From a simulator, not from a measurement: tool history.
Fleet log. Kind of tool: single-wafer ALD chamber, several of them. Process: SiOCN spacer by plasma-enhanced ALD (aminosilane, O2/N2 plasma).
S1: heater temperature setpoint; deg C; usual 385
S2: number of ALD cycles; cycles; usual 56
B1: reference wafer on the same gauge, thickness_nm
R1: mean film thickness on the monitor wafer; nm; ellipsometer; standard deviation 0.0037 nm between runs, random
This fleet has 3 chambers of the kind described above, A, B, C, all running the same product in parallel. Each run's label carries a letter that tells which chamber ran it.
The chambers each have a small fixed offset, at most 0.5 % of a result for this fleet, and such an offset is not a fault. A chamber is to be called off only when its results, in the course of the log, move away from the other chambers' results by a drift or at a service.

| run | hour | S1 | S2 | B1 | R1 |
|---|---|---|---|---|---|
| 1C | 4.2 | 385 | 56 | 2.9602 | 3.3990 |
| 2A | 8.1 | 385 | 56 | 2.9611 | 3.3794 |
| 3B | 10.5 | 385 | 56 | 2.9615 | 3.3827 |
|  | 12.6 | chamber A: thermocouple changed; heater temperature recalibrated |
| 4A | 13.2 | 385 | 56 | 2.9627 | 3.3843 |
| 5B | 15.6 | 385 | 56 | 2.9626 | 3.3825 |
| 6C | 18.0 | 385 | 56 | 2.9626 | 3.4001 |
| 7C | 22.1 | 398 | 48 | 2.9641 | 2.9056 |
| 8A | 25.3 | 398 | 48 | 2.9629 | 2.9021 |
| 9B | 27.7 | 398 | 48 | 2.9637 | 2.8972 |
| 10C | 30.1 | 385 | 49 | 2.9637 | 2.9775 |
| 11A | 33.8 | 385 | 49 | 2.9657 | 2.9582 |
| 12B | 35.8 | 385 | 49 | 2.9655 | 2.9633 |
| 13C | 39.9 | 385 | 56 | 2.9656 | 3.4024 |
| 14A | 43.6 | 385 | 56 | 2.9659 | 3.3869 |
| 15B | 47.1 | 385 | 56 | 2.9662 | 3.3843 |
| 16A | 50.0 | 385 | 56 | 2.9672 | 3.3837 |
| 17B | 53.4 | 385 | 56 | 2.9675 | 3.3883 |
| 18C | 56.8 | 385 | 56 | 2.9685 | 3.3985 |
| 19C | 59.7 | 385 | 56 | 2.9675 | 3.4051 |
| 20B | 63.5 | 385 | 56 | 2.9692 | 3.3926 |
| 21A | 65.4 | 372 | 49 | 2.9688 | 2.9720 |
| 22A | 67.5 | 372 | 49 | 2.9696 | 2.9629 |
| 23B | 70.5 | 372 | 49 | 2.9694 | 2.9646 |
| 24C | 74.4 | 385 | 56 | 2.9704 | 3.4024 |
| 25C | 78.6 | 397 | 65 | 2.9697 | 3.9544 |
| 26B | 81.2 | 397 | 65 | 2.9712 | 3.9387 |
| 27A | 84.9 | 397 | 65 | 2.9722 | 3.9303 |
| 28A | 88.2 | 385 | 56 | 2.9717 | 3.3939 |
| 29C | 92.0 | 380 | 56 | 2.9726 | 3.4074 |

One chamber off, gauge drift, or nothing amiss beyond the chambers' own small offsets? If it is a chamber, which one, and what is the likeliest cause?

The shared gauge is drifting. All chambers look as if they move in step, but none is off.
What lies behind it: gauge reads high (%) = 0.451.

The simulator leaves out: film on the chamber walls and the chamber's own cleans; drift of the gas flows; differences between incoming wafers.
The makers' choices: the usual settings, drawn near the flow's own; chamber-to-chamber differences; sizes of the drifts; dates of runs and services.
